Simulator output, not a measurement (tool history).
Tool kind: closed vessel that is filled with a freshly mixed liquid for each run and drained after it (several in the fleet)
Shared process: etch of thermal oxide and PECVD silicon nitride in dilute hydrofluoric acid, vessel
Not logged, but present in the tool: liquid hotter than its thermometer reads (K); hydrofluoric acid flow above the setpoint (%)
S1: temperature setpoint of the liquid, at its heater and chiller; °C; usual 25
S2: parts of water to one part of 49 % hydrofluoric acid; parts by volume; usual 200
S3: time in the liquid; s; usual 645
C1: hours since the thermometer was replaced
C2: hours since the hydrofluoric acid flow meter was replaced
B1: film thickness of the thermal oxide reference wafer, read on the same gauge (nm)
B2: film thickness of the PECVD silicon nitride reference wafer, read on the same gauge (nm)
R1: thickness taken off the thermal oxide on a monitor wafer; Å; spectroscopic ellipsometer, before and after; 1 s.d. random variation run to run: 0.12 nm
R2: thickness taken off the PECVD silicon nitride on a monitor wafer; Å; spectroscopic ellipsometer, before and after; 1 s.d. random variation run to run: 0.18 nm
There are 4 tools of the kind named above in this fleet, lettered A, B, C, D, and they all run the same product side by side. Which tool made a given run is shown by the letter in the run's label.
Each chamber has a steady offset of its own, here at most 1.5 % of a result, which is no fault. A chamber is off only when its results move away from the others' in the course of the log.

run   hour    S1   S2   S3      C1      C2      B1      B2      R1      R2
 1D   11.8    25  200  645  1433.9   284.5  30.002  79.973  145.12  199.18
 2A     23    25  200  645    56.8  1029.2  29.999  80.022  144.94  193.56
 3C   30.2    25  200  645   963.1     232  30.019  79.996  147.08  196.92
 4B   41.6    25  200  645  1652.3   943.2  30.018  79.976  144.02  200.29
 5B   51.5    25  200  645  1662.2   953.1  30.005  80.027  144.06  197.03
 6C   65.5    25  200  645   998.4   267.3  30.028  80.036  147.94  195.52
 7A   72.9    25  200  380   106.7  1079.1  30.027  80.002  85.616  114.93
 8D   85.3    25  200  380  1507.4     358  29.969  80.017  85.294  118.45
 9D     92    25  200  380  1514.1   364.7  30.015  80.013  84.423  116.29
10B  103.3    25  200  380    1714  1004.9  30.042  80.017  84.671  116.55
11C  115.5    25  105  415  1048.4   317.3  30.001  80.032  198.19  235.46
12A  126.4    25  105  415   160.2  1132.6  30.007  79.995  196.17  232.63
13A  134.7    25  105  415   168.5  1140.9  30.011   79.99  196.45  231.61
14B  143.4    25  105  415  1754.1    1045  30.019  80.023  198.68  246.36
15C    155    25  200  645  1087.9   356.8  29.968  80.015  148.09  195.02
     155.6  -- chamber A: hydrofluoric acid flow meter replaced
16D  165.8    25  200  645  1587.9   438.5  29.971   79.97  146.17  198.54
17D  177.6    25  200  645  1599.7   450.3  29.974  80.022  146.96   198.7
18A  184.9    25  200  645   218.7    29.4  29.961  80.009  145.85  195.42
19C  197.3    25  200  645  1130.2   399.1  29.999  80.002  148.73  198.66
20B  204.6    25  200  645  1815.3  1106.2  29.983  79.981  145.66  197.65
21D  211.2    25  200  645  1633.3   483.9   29.99  79.975  145.54  200.97
22C  218.6    25  200  645  1151.5   420.4   30.01  80.024  146.51  195.16
23A  226.1    25  200  645   259.9    70.6  30.011  80.016  145.07  197.35
24B  239.9  28.5  200  645  1850.6  1141.5  29.984  80.006   162.1  244.89
     241.5  -- chamber C: hydrofluoric acid flow meter replaced
25D  252.4  28.5  200  645  1674.5   525.1   30.01  80.018  165.51  242.74
26A  261.6  28.5  200  645   295.4   106.1  29.969  79.985  164.05  242.96
27C  272.2  28.5  200  645  1205.1    30.8  29.985  80.019  166.81  245.27
     272.4  -- chamber D: thermometer replaced
28B  284.1    25  200  645  1894.8  1185.7  30.031  80.016  142.48  196.98
29A  294.9    25  200  645   328.7   139.4  29.984  79.966  143.85  196.97
30B  305.1    25  200  645  1915.8  1206.7  29.957  79.966  144.93  197.05
31C    313    25  200  645  1245.9    71.6  30.001  80.018  147.75  197.41
32D  323.9    25  260  645    51.5   596.6   29.96   80.02  104.23  152.13
33C  335.1    25  260  645    1268    93.7  29.998  80.045  106.88  149.98

Has any chamber moved away from the others, gradually or after a service, or does the common gauge drift, or do the chambers differ only by their own small steady offsets? State the chamber and the most likely cause if one applies.

Beyond each chamber's small constant offset nothing stands out, and the gauge stays steady.

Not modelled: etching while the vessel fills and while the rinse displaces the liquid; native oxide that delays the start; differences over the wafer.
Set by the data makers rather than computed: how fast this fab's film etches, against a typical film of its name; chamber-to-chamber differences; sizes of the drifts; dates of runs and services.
